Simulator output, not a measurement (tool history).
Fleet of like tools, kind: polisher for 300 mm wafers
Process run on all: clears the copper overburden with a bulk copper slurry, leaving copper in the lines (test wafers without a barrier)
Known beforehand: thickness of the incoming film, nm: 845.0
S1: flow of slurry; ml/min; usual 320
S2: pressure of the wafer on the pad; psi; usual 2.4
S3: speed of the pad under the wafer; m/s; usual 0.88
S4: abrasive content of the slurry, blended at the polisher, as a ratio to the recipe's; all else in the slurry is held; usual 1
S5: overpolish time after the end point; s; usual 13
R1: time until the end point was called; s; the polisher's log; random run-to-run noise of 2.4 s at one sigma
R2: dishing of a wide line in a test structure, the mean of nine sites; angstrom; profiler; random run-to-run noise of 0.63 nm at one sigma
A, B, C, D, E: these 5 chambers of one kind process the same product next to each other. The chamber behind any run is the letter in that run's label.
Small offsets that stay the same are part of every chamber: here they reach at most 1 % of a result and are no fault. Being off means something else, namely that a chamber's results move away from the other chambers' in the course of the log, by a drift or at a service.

-- hour=6.8 chamber C: worn pad replaced by a new one
run 1D hour=10.4 | S1=320 S2=2.4 S3=0.88 S4=1 S5=13 | R1=121.85 R2=534.47
run 2B hour=16.7 | S1=320 S2=2.4 S3=0.88 S4=1 S5=13 | R1=121.07 R2=545.24
run 3A hour=27.3 | S1=320 S2=2.4 S3=0.88 S4=1 S5=13 | R1=121.01 R2=534.64
-- hour=29.7 chamber D: worn pad replaced by a new one
run 4C hour=33 | S1=320 S2=2.4 S3=0.88 S4=1 S5=13 | R1=122.69 R2=531.88
run 5E hour=41.1 | S1=320 S2=2.4 S3=0.88 S4=1 S5=13 | R1=121.42 R2=537.54
-- hour=41.2 chamber C: slurry nozzle cleaned
run 6A hour=50.6 | S1=320 S2=2.4 S3=0.88 S4=1 S5=13 | R1=125.85 R2=538.28
run 7B hour=61.6 | S1=260 S2=2.4 S3=0.88 S4=1 S5=20 | R1=125.87 R2=705.96
-- hour=70.2 chamber D: slurry nozzle cleaned
run 8D hour=71.6 | S1=260 S2=2.4 S3=0.88 S4=1 S5=20 | R1=123.34 R2=713.82
-- hour=75.6 chamber E: worn pad replaced by a new one
-- hour=77.1 chamber A: slurry blender recalibrated
run 9E hour=80.2 | S1=260 S2=2.4 S3=0.88 S4=1 S5=20 | R1=120.86 R2=713.93
run 10C hour=86.6 | S1=260 S2=2.4 S3=0.88 S4=1 S5=20 | R1=121.56 R2=716.69
-- hour=87.6 chamber D: head pressure recalibrated
-- hour=90.7 chamber C: worn pad replaced by a new one
run 11C hour=94.7 | S1=260 S2=2.4 S3=0.88 S4=1 S5=20 | R1=126.95 R2=717.27
-- hour=97.8 chamber B: slurry blender recalibrated
-- hour=99.3 chamber B: worn pad replaced by a new one
run 12A hour=103.8 | S1=320 S2=2.4 S3=0.88 S4=1 S5=13 | R1=120.58 R2=528.86
run 13E hour=111.7 | S1=320 S2=2.4 S3=0.88 S4=1 S5=13 | R1=120.99 R2=545.95
run 14D hour=118.9 | S1=320 S2=2.4 S3=0.88 S4=1 S5=13 | R1=121.57 R2=539.25
-- hour=126 chamber E: slurry blender recalibrated
run 15B hour=128.3 | S1=320 S2=2.4 S3=0.88 S4=1 S5=13 | R1=122.28 R2=547.04
-- hour=133.2 chamber D: slurry blender recalibrated
run 16D hour=139.8 | S1=320 S2=2.4 S3=0.88 S4=1 S5=13 | R1=119.8 R2=546.16
-- hour=143.5 chamber C: slurry blender recalibrated
run 17E hour=146.5 | S1=320 S2=2.4 S3=0.88 S4=1 S5=13 | R1=119.66 R2=528.42
-- hour=153.3 chamber C: worn pad replaced by a new one
run 18B hour=153.8 | S1=320 S2=2.4 S3=0.88 S4=1 S5=13 | R1=120.56 R2=539.9
-- hour=154 chamber A: slurry nozzle cleaned
run 19C hour=161.7 | S1=320 S2=2.4 S3=0.88 S4=1 S5=13 | R1=120.84 R2=542.77
-- hour=165.9 chamber D: worn pad replaced by a new one
run 20A hour=172.2 | S1=320 S2=2.4 S3=0.88 S4=1 S5=13 | R1=117.05 R2=549.92
run 21A hour=177.9 | S1=320 S2=2.4 S3=0.88 S4=0.85 S5=13 | R1=126.27 R2=523.31
run 22B hour=183.8 | S1=320 S2=2.4 S3=0.88 S4=0.85 S5=13 | R1=127.55 R2=533.75
-- hour=184.3 chamber A: worn pad replaced by a new one
run 23D hour=190.1 | S1=320 S2=2.4 S3=0.88 S4=0.85 S5=13 | R1=129.26 R2=524.06
run 24C hour=196.1 | S1=320 S2=2.4 S3=0.88 S4=0.85 S5=13 | R1=126.28 R2=526.1
run 25E hour=207.3 | S1=320 S2=2.4 S3=0.88 S4=0.85 S5=13 | R1=126.81 R2=522.96
run 26A hour=213.7 | S1=320 S2=2.4 S3=0.64 S4=1 S5=13 | R1=163.16 R2=422.6
-- hour=216.2 chamber C: worn pad replaced by a new one
run 27E hour=223.8 | S1=320 S2=2.4 S3=0.64 S4=1 S5=13 | R1=165.48 R2=417.98
run 28C hour=230.4 | S1=320 S2=2.4 S3=0.64 S4=1 S5=13 | R1=162.08 R2=427.45
-- hour=236.7 chamber B: worn pad replaced by a new one
run 29B hour=238.3 | S1=320 S2=2.4 S3=0.64 S4=1 S5=13 | R1=168.19 R2=423.44
run 30D hour=244 | S1=320 S2=2.4 S3=0.64 S4=1 S5=13 | R1=167.87 R2=425.67

Decide between three cases: one chamber stands off from its peers, the gauge reading all wafers drifts, or nothing is wrong past each chamber's small offset. Where a chamber is off, say which and what most likely put it there.

The fleet is healthy, with each chamber sitting at its usual small offset and no drift in the gauge.

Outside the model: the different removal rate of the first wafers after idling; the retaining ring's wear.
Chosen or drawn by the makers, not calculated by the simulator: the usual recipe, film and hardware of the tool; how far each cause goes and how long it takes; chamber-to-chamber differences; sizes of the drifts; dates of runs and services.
